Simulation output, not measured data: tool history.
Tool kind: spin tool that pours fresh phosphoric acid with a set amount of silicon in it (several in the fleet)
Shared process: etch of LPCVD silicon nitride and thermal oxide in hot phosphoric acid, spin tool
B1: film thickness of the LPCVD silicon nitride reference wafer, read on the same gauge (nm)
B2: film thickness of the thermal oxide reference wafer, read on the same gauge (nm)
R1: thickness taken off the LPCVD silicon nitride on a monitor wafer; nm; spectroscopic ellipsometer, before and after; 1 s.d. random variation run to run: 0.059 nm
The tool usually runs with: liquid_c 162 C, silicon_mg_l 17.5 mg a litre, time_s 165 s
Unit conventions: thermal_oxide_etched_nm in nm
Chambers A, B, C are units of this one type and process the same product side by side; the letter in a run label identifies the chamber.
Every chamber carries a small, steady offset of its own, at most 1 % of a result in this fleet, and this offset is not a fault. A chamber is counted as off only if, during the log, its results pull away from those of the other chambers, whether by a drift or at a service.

{"run": "1C", "hour": 11.0, "liquid_c": 162, "silicon_mg_l": 17.5, "time_s": 165, "B1": 89.971, "B2": 150.0, "R1": 15.82, "thermal_oxide_etched_nm": 0.31301}
{"run": "2B", "hour": 19.4, "liquid_c": 162, "silicon_mg_l": 17.5, "time_s": 165, "B1": 89.989, "B2": 150.04, "R1": 15.671, "thermal_oxide_etched_nm": 0.36762}
{"run": "3A", "hour": 26.9, "liquid_c": 162, "silicon_mg_l": 17.5, "time_s": 165, "B1": 89.995, "B2": 150.02, "R1": 15.806, "thermal_oxide_etched_nm": 0.38585}
{"run": "4A", "hour": 41.9, "liquid_c": 162, "silicon_mg_l": 17.5, "time_s": 165, "B1": 89.981, "B2": 149.99, "R1": 15.862, "thermal_oxide_etched_nm": 0.35281}
{"run": "5C", "hour": 54.0, "liquid_c": 160, "silicon_mg_l": 17.5, "time_s": 165, "B1": 90.002, "B2": 149.99, "R1": 14.804, "thermal_oxide_etched_nm": 0.30315}
{"run": "6B", "hour": 67.4, "liquid_c": 160, "silicon_mg_l": 17.5, "time_s": 165, "B1": 89.972, "B2": 150.04, "R1": 14.688, "thermal_oxide_etched_nm": 0.31239}
{"run": "7A", "hour": 78.9, "liquid_c": 160, "silicon_mg_l": 17.5, "time_s": 165, "B1": 90.027, "B2": 149.97, "R1": 14.825, "thermal_oxide_etched_nm": 0.34077}
{"run": "8B", "hour": 85.6, "liquid_c": 162, "silicon_mg_l": 17.5, "time_s": 165, "B1": 90.02, "B2": 149.98, "R1": 15.687, "thermal_oxide_etched_nm": 0.41949}
{"run": "9C", "hour": 99.4, "liquid_c": 162, "silicon_mg_l": 17.5, "time_s": 165, "B1": 90.012, "B2": 150.0, "R1": 15.803, "thermal_oxide_etched_nm": 0.36904}
{"run": "10C", "hour": 111.4, "liquid_c": 162, "silicon_mg_l": 17.5, "time_s": 165, "B1": 89.994, "B2": 149.98, "R1": 15.872, "thermal_oxide_etched_nm": 0.31311}
{"run": "11A", "hour": 125.9, "liquid_c": 162, "silicon_mg_l": 6.0, "time_s": 240, "B1": 90.001, "B2": 149.97, "R1": 23.084, "thermal_oxide_etched_nm": 0.75386}
{"run": "12B", "hour": 140.5, "liquid_c": 162, "silicon_mg_l": 6.0, "time_s": 240, "B1": 90.016, "B2": 150.01, "R1": 23.014, "thermal_oxide_etched_nm": 0.73308}
{"run": "13A", "hour": 151.2, "liquid_c": 162, "silicon_mg_l": 6.0, "time_s": 240, "B1": 89.996, "B2": 150.01, "R1": 23.161, "thermal_oxide_etched_nm": 0.6622}
{"run": "14B", "hour": 162.0, "liquid_c": 162, "silicon_mg_l": 17.5, "time_s": 165, "B1": 89.997, "B2": 150.0, "R1": 15.751, "thermal_oxide_etched_nm": 0.37337}
{"run": "15C", "hour": 169.4, "liquid_c": 162, "silicon_mg_l": 17.5, "time_s": 165, "B1": 90.0, "B2": 149.96, "R1": 15.897, "thermal_oxide_etched_nm": 0.32357}
{"run": "16B", "hour": 178.5, "liquid_c": 163, "silicon_mg_l": 17.5, "time_s": 165, "B1": 90.01, "B2": 150.03, "R1": 16.279, "thermal_oxide_etched_nm": 0.41075}
{"hour": 181.4, "done": "chamber A: dissolved silicon flow meter replaced"}
{"run": "17A", "hour": 193.6, "liquid_c": 163, "silicon_mg_l": 17.5, "time_s": 165, "B1": 89.994, "B2": 149.96, "R1": 16.462, "thermal_oxide_etched_nm": 0.3369}
{"run": "18C", "hour": 207.3, "liquid_c": 163, "silicon_mg_l": 17.5, "time_s": 165, "B1": 89.998, "B2": 150.02, "R1": 16.302, "thermal_oxide_etched_nm": 0.36314}
{"run": "19B", "hour": 221.6, "liquid_c": 162, "silicon_mg_l": 17.5, "time_s": 165, "B1": 90.03, "B2": 149.96, "R1": 15.66, "thermal_oxide_etched_nm": 0.40051}
{"run": "20C", "hour": 233.0, "liquid_c": 162, "silicon_mg_l": 17.5, "time_s": 165, "B1": 89.998, "B2": 150.01, "R1": 15.889, "thermal_oxide_etched_nm": 0.3262}
{"run": "21A", "hour": 247.5, "liquid_c": 162, "silicon_mg_l": 17.5, "time_s": 165, "B1": 90.007, "B2": 149.98, "R1": 15.785, "thermal_oxide_etched_nm": 0.38028}
{"run": "22B", "hour": 256.0, "liquid_c": 162, "silicon_mg_l": 17.5, "time_s": 165, "B1": 89.983, "B2": 150.0, "R1": 15.746, "thermal_oxide_etched_nm": 0.41684}
{"run": "23C", "hour": 266.7, "liquid_c": 162, "silicon_mg_l": 17.5, "time_s": 165, "B1": 89.999, "B2": 149.93, "R1": 15.843, "thermal_oxide_etched_nm": 0.38369}

Read the log: is a single chamber off, either drifting away or since a service, is the gauge that measures every chamber drifting, or is nothing wrong beyond small per-chamber offsets? Name any odd chamber and what most likely caused it.

No chamber is off and the gauge is stable; the differences are just each chamber's small, constant offset.

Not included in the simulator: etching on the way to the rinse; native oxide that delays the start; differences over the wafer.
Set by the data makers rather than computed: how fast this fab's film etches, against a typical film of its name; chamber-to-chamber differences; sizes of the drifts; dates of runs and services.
